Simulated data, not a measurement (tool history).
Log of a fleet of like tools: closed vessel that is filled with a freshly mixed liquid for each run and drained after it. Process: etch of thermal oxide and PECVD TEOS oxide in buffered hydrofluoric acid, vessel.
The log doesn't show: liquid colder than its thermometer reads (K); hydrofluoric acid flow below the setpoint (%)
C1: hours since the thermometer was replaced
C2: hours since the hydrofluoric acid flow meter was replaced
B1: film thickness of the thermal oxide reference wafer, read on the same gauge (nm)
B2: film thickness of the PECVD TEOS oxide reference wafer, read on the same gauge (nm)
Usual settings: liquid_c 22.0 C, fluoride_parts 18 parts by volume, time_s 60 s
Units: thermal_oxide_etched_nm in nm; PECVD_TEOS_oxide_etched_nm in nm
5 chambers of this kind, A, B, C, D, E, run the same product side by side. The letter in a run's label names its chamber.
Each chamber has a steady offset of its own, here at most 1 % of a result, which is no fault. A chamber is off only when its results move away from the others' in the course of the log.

run 1A day=0.350 | liquid_c=22.0 fluoride_parts=18 time_s=60 | C1=1097.7 C2=572.6 | B1=110.02 B2=150.01 | thermal_oxide_etched_nm=36.938 PECVD_TEOS_oxide_etched_nm=115.890
run 2B day=0.546 | liquid_c=22.0 fluoride_parts=18 time_s=60 | C1=526.7 C2=245.3 | B1=110.00 B2=150.01 | thermal_oxide_etched_nm=36.721 PECVD_TEOS_oxide_etched_nm=113.860
run 3D day=0.917 | liquid_c=22.0 fluoride_parts=18 time_s=60 | C1=962.6 C2=615.7 | B1=109.99 B2=150.01 | thermal_oxide_etched_nm=36.963 PECVD_TEOS_oxide_etched_nm=117.320
run 4C day=1.283 | liquid_c=22.0 fluoride_parts=18 time_s=60 | C1=1817.5 C2=399.9 | B1=109.97 B2=150.03 | thermal_oxide_etched_nm=36.799 PECVD_TEOS_oxide_etched_nm=114.880
run 5E day=1.658 | liquid_c=22.0 fluoride_parts=18 time_s=60 | C1=697.2 C2=1173.6 | B1=109.98 B2=150.00 | thermal_oxide_etched_nm=36.938 PECVD_TEOS_oxide_etched_nm=114.830
run 6A day=2.012 | liquid_c=22.0 fluoride_parts=18 time_s=60 | C1=1137.6 C2=612.5 | B1=109.99 B2=150.01 | thermal_oxide_etched_nm=37.059 PECVD_TEOS_oxide_etched_nm=116.230
run 7D day=2.212 | liquid_c=22.0 fluoride_parts=18 time_s=60 | C1=993.7 C2=646.8 | B1=109.99 B2=150.02 | thermal_oxide_etched_nm=37.026 PECVD_TEOS_oxide_etched_nm=117.060
run 8C day=2.533 | liquid_c=22.0 fluoride_parts=18 time_s=60 | C1=1847.5 C2=429.9 | B1=110.00 B2=150.00 | thermal_oxide_etched_nm=36.968 PECVD_TEOS_oxide_etched_nm=113.810
-- day=2.675 chamber B: thermometer replaced
run 9B day=2.725 | liquid_c=22.0 fluoride_parts=18 time_s=60 | C1=1.3 C2=297.6 | B1=109.98 B2=150.01 | thermal_oxide_etched_nm=36.707 PECVD_TEOS_oxide_etched_nm=113.330
run 10E day=3.100 | liquid_c=22.0 fluoride_parts=18 time_s=60 | C1=731.8 C2=1208.2 | B1=109.99 B2=149.98 | thermal_oxide_etched_nm=36.963 PECVD_TEOS_oxide_etched_nm=114.990
run 11D day=3.342 | liquid_c=22.0 fluoride_parts=18 time_s=60 | C1=1020.8 C2=673.9 | B1=109.98 B2=150.01 | thermal_oxide_etched_nm=36.995 PECVD_TEOS_oxide_etched_nm=115.130
run 12C day=3.512 | liquid_c=23.5 fluoride_parts=18 time_s=35 | C1=1871.0 C2=453.4 | B1=109.99 B2=150.01 | thermal_oxide_etched_nm=23.379 PECVD_TEOS_oxide_etched_nm=73.428
run 13B day=3.796 | liquid_c=23.5 fluoride_parts=18 time_s=35 | C1=27.0 C2=323.3 | B1=109.99 B2=149.99 | thermal_oxide_etched_nm=22.965 PECVD_TEOS_oxide_etched_nm=71.637
run 14E day=3.996 | liquid_c=23.5 fluoride_parts=18 time_s=35 | C1=753.3 C2=1229.7 | B1=109.98 B2=150.00 | thermal_oxide_etched_nm=23.251 PECVD_TEOS_oxide_etched_nm=72.757
run 15A day=4.358 | liquid_c=23.5 fluoride_parts=18 time_s=35 | C1=1193.9 C2=668.8 | B1=109.98 B2=150.01 | thermal_oxide_etched_nm=23.418 PECVD_TEOS_oxide_etched_nm=74.168
run 16C day=4.633 | liquid_c=23.5 fluoride_parts=18 time_s=35 | C1=1897.9 C2=480.3 | B1=109.98 B2=149.99 | thermal_oxide_etched_nm=23.534 PECVD_TEOS_oxide_etched_nm=71.941
run 17A day=4.958 | liquid_c=22.0 fluoride_parts=18 time_s=60 | C1=1208.3 C2=683.2 | B1=110.02 B2=149.98 | thermal_oxide_etched_nm=36.787 PECVD_TEOS_oxide_etched_nm=117.290
-- day=5.142 chamber A: thermometer replaced
run 18E day=5.146 | liquid_c=22.0 fluoride_parts=18 time_s=60 | C1=780.9 C2=1257.3 | B1=109.98 B2=150.00 | thermal_oxide_etched_nm=36.694 PECVD_TEOS_oxide_etched_nm=114.090
run 19D day=5.458 | liquid_c=22.0 fluoride_parts=18 time_s=60 | C1=1071.6 C2=724.7 | B1=110.02 B2=150.02 | thermal_oxide_etched_nm=37.030 PECVD_TEOS_oxide_etched_nm=115.150
-- day=5.546 chamber E: hydrofluoric acid flow meter replaced
run 20B day=5.638 | liquid_c=22.0 fluoride_parts=18 time_s=60 | C1=71.2 C2=367.5 | B1=110.00 B2=150.00 | thermal_oxide_etched_nm=36.560 PECVD_TEOS_oxide_etched_nm=113.540
-- day=5.754 chamber C: thermometer replaced
run 21A day=5.975 | liquid_c=22.0 fluoride_parts=14 time_s=60 | C1=20.0 C2=707.6 | B1=109.98 B2=150.01 | thermal_oxide_etched_nm=46.964 PECVD_TEOS_oxide_etched_nm=147.980
run 22B day=6.321 | liquid_c=22.0 fluoride_parts=14 time_s=60 | C1=87.6 C2=383.9 | B1=109.99 B2=149.97 | thermal_oxide_etched_nm=47.285 PECVD_TEOS_oxide_etched_nm=147.150
run 23D day=6.550 | liquid_c=22.0 fluoride_parts=14 time_s=60 | C1=1097.8 C2=750.9 | B1=110.01 B2=149.99 | thermal_oxide_etched_nm=46.847 PECVD_TEOS_oxide_etched_nm=149.300
run 24E day=6.904 | liquid_c=22.0 fluoride_parts=14 time_s=60 | C1=823.1 C2=32.7 | B1=109.98 B2=150.01 | thermal_oxide_etched_nm=47.029 PECVD_TEOS_oxide_etched_nm=145.340
run 25C day=7.283 | liquid_c=22.0 fluoride_parts=14 time_s=60 | C1=36.7 C2=543.9 | B1=110.03 B2=150.00 | thermal_oxide_etched_nm=47.048 PECVD_TEOS_oxide_etched_nm=145.980
run 26B day=7.517 | liquid_c=22.0 fluoride_parts=18 time_s=60 | C1=116.3 C2=412.6 | B1=109.98 B2=149.99 | thermal_oxide_etched_nm=36.344 PECVD_TEOS_oxide_etched_nm=113.860
run 27A day=7.771 | liquid_c=22.0 fluoride_parts=18 time_s=60 | C1=63.1 C2=750.7 | B1=110.01 B2=149.99 | thermal_oxide_etched_nm=36.779 PECVD_TEOS_oxide_etched_nm=115.990
run 28C day=8.079 | liquid_c=22.0 fluoride_parts=18 time_s=60 | C1=55.8 C2=563.0 | B1=110.02 B2=149.99 | thermal_oxide_etched_nm=36.892 PECVD_TEOS_oxide_etched_nm=117.000
run 29D day=8.429 | liquid_c=22.0 fluoride_parts=18 time_s=60 | C1=1142.9 C2=796.0 | B1=110.02 B2=149.98 | thermal_oxide_etched_nm=36.815 PECVD_TEOS_oxide_etched_nm=114.690
run 30E day=8.750 | liquid_c=22.0 fluoride_parts=18 time_s=60 | C1=867.4 C2=77.0 | B1=109.99 B2=149.99 | thermal_oxide_etched_nm=36.564 PECVD_TEOS_oxide_etched_nm=114.040
run 31D day=8.929 | liquid_c=22.0 fluoride_parts=18 time_s=60 | C1=1154.9 C2=808.0 | B1=110.02 B2=150.00 | thermal_oxide_etched_nm=36.675 PECVD_TEOS_oxide_etched_nm=115.350
run 32A day=9.233 | liquid_c=22.0 fluoride_parts=15 time_s=60 | C1=98.2 C2=785.8 | B1=110.01 B2=150.00 | thermal_oxide_etched_nm=44.496 PECVD_TEOS_oxide_etched_nm=139.080
run 33E day=9.571 | liquid_c=22.0 fluoride_parts=15 time_s=60 | C1=887.1 C2=96.7 | B1=109.99 B2=150.02 | thermal_oxide_etched_nm=43.965 PECVD_TEOS_oxide_etched_nm=135.820

All 5 chambers run these settings next. Forecast each chamber's results:
run 34A day=9.850 | liquid_c=22.0 fluoride_parts=18 time_s=60 | thermal_oxide_etched_nm=? PECVD_TEOS_oxide_etched_nm=?
run 34B day=9.850 | liquid_c=22.0 fluoride_parts=18 time_s=60 | thermal_oxide_etched_nm=? PECVD_TEOS_oxide_etched_nm=?
run 34C day=9.850 | liquid_c=22.0 fluoride_parts=18 time_s=60 | thermal_oxide_etched_nm=? PECVD_TEOS_oxide_etched_nm=?
run 34D day=9.850 | liquid_c=22.0 fluoride_parts=18 time_s=60 | thermal_oxide_etched_nm=? PECVD_TEOS_oxide_etched_nm=?
run 34E day=9.850 | liquid_c=22.0 fluoride_parts=18 time_s=60 | thermal_oxide_etched_nm=? PECVD_TEOS_oxide_etched_nm=?

run=34A thermal_oxide_etched_nm=37.110 PECVD_TEOS_oxide_etched_nm=117.320
run=34B thermal_oxide_etched_nm=36.149 PECVD_TEOS_oxide_etched_nm=112.710
run=34C thermal_oxide_etched_nm=37.135 PECVD_TEOS_oxide_etched_nm=113.160
run=34D thermal_oxide_etched_nm=37.080 PECVD_TEOS_oxide_etched_nm=115.930
run=34E thermal_oxide_etched_nm=37.093 PECVD_TEOS_oxide_etched_nm=113.970
